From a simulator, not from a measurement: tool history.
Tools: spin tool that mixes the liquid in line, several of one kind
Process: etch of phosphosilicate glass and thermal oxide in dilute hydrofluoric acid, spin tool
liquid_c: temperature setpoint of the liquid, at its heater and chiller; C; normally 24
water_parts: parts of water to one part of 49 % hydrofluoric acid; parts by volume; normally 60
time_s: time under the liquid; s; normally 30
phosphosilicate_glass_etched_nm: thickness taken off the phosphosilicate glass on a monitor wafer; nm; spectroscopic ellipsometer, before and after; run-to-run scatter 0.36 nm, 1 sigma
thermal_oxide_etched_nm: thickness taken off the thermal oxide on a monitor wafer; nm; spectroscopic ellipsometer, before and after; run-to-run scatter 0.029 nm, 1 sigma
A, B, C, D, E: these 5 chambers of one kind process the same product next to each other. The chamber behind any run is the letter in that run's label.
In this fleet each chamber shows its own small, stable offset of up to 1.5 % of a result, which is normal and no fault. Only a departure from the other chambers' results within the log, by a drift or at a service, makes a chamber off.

run   hour  liquid_c  water_parts  time_s  hours since the thermometer was replaced  hours since the hydrofluoric acid flow meter was replaced  read-back film thickness of the phosphosilicate glass reference wafer, read on the same gauge (nm)  read-back film thickness of the thermal oxide reference wafer, read on the same gauge (nm)  phosphosilicate_glass_etched_nm  thermal_oxide_etched_nm
 1C    6.4        24           60      30                                    1287.7                                                      823.7                                                                                              110.02                                                                                       99.99                           51.609                   2.5801
 2B   11.2        24           60      30                                     382.6                                                      137.8                                                                                                 110                                                                                      99.972                           51.366                   2.5523
 3A   16.8        24           60      30                                    1561.5                                                        611                                                                                              109.98                                                                                      100.01                            51.49                   2.5551
 4D   22.3        24           60      30                                    1101.1                                                     1265.9                                                                                              110.03                                                                                         100                           51.277                   2.5968
 5E   25.7        24           60      30                                      56.2                                                       50.9                                                                                              109.99                                                                                      100.04                           51.306                   2.5099
      28.5  -- chamber A: hydrofluoric acid flow meter replaced
 6A   29.5        24           60      30                                    1574.2                                                          1                                                                                                 110                                                                                      99.988                           51.952                    2.521
 7D   33.4        24           60      30                                    1112.2                                                       1277                                                                                              110.04                                                                                      99.995                           51.078                   2.5438
 8B     39        24           60      30                                     410.4                                                      165.6                                                                                              110.01                                                                                      99.981                           51.247                   2.6371
 9E   42.8        24           60      30                                      73.3                                                         68                                                                                              109.97                                                                                         100                           52.339                   2.5118
10C   49.1        24           60      30                                    1330.4                                                      866.4                                                                                              110.02                                                                                      99.996                           51.413                   2.5505
11A   52.6        24           60      30                                    1597.3                                                       24.1                                                                                              110.01                                                                                      99.977                           51.411                   2.5511
12D   56.4        24           60      30                                    1135.2                                                       1300                                                                                              110.01                                                                                      100.02                            51.24                   2.5613
13B   62.3        24           60      30                                     433.7                                                      188.9                                                                                                 110                                                                                      100.02                            51.01                    2.522
14E   66.1        24           60      20                                      96.6                                                       91.3                                                                                              110.02                                                                                      100.02                           34.784                   1.6913
15C   71.2        24           60      20                                    1352.5                                                      888.5                                                                                                 110                                                                                      100.03                           34.384                   1.7427
16C   76.4        24           60      20                                    1357.7                                                      893.7                                                                                              109.98                                                                                      100.03                           34.516                   1.6982
17E     80        24           60      20                                     110.5                                                      105.2                                                                                              109.98                                                                                      100.02                           35.137                   1.7106
18A     84        24           60      20                                    1628.7                                                       55.5                                                                                                 110                                                                                      99.981                           34.518                   1.7235
19D   89.9        24           60      30                                    1168.7                                                     1333.5                                                                                              109.99                                                                                      99.992                           51.257                   2.5284
20B   93.6        24           60      30                                       465                                                      220.2                                                                                              109.98                                                                                      99.987                           51.482                   2.5668
21B  100.1      25.5           60      30                                     471.5                                                      226.7                                                                                              109.97                                                                                      100.01                            54.44                   2.6987
22D  104.4      25.5           60      30                                    1183.2                                                       1348                                                                                              110.02                                                                                      99.997                           54.434                   2.7544
23C  109.2      25.5           60      30                                    1390.5                                                      926.5                                                                                              110.01                                                                                         100                           55.169                   2.7144
     111.5  -- chamber D: thermometer replaced
24A  115.6      25.5           60      30                                    1660.3                                                       87.1                                                                                              110.02                                                                                      99.969                           54.733                   2.6801
25E  121.3      25.5           60      30                                     151.8                                                      146.5                                                                                              110.01                                                                                      100.02                           55.625                    2.699
26A  126.8        24           60      30                                    1671.5                                                       98.3                                                                                              110.01                                                                                      100.02                           51.279                   2.5099
27B  129.8        24           60      30                                     501.2                                                      256.4                                                                                                 110                                                                                      99.965                           51.876                   2.6164
28D  136.2        24           60      30                                      24.7                                                     1379.8                                                                                              110.02                                                                                      99.967                           51.126                   2.5322
29E  140.1        24           60      30                                     170.6                                                      165.3                                                                                                 110                                                                                      100.01                           51.861                   2.5481
30C  143.2      22.5           60      30                                    1424.5                                                      960.5                                                                                              109.97                                                                                      99.993                            47.98                   2.4377
31B  146.9      22.5           60      30                                     518.3                                                      273.5                                                                                              109.99                                                                                      100.04                           48.169                   2.4497
32D    151      22.5           60      30                                      39.5                                                     1394.6                                                                                              109.97                                                                                      99.967                            48.02                   2.4128
33E  157.2      22.5           60      30                                     187.7                                                      182.4                                                                                              109.97                                                                                      100.02                           48.766                   2.4176
34C  160.5      22.5           60      30                                    1441.8                                                      977.8                                                                                              109.97                                                                                      100.01                           48.583                   2.4417
35A  165.3        26           60      30                                      1710                                                      136.8                                                                                                 110                                                                                      100.01                           56.048                   2.7401
36E  171.7        26           60      30                                     202.2                                                      196.9                                                                                              109.99                                                                                      100.02                             56.4                   2.8311
37D  178.1        26           60      30                                      66.6                                                     1421.7                                                                                                 110                                                                                      100.01                           55.654                   2.7765
38A  182.2        26           60      30                                    1726.9                                                      153.7                                                                                              110.01                                                                                         100                            54.89                   2.7791
     184.8  -- chamber C: hydrofluoric acid flow meter replaced
39B    186        26           60      30                                     557.4                                                      312.6                                                                                              109.99                                                                                      100.01                           55.239                    2.771
40C  191.1        24           60      30                                    1472.4                                                        6.4                                                                                              110.02                                                                                      100.01                            51.69                   2.6154
41C  197.9        28           60      30                                    1479.2                                                       13.2                                                                                              109.98                                                                                      100.01                           60.873                   3.0329
42B    204        28           60      30                                     575.4                                                      330.6                                                                                              109.98                                                                                      99.994                           59.917                   3.1049

Read the log: is a single chamber off, either drifting away or since a service, is the gauge that measures every chamber drifting, or is nothing wrong beyond small per-chamber offsets? Name any odd chamber and what most likely caused it.

Neither any chamber nor the gauge drifts; the chambers differ only by their own small, steady offsets.
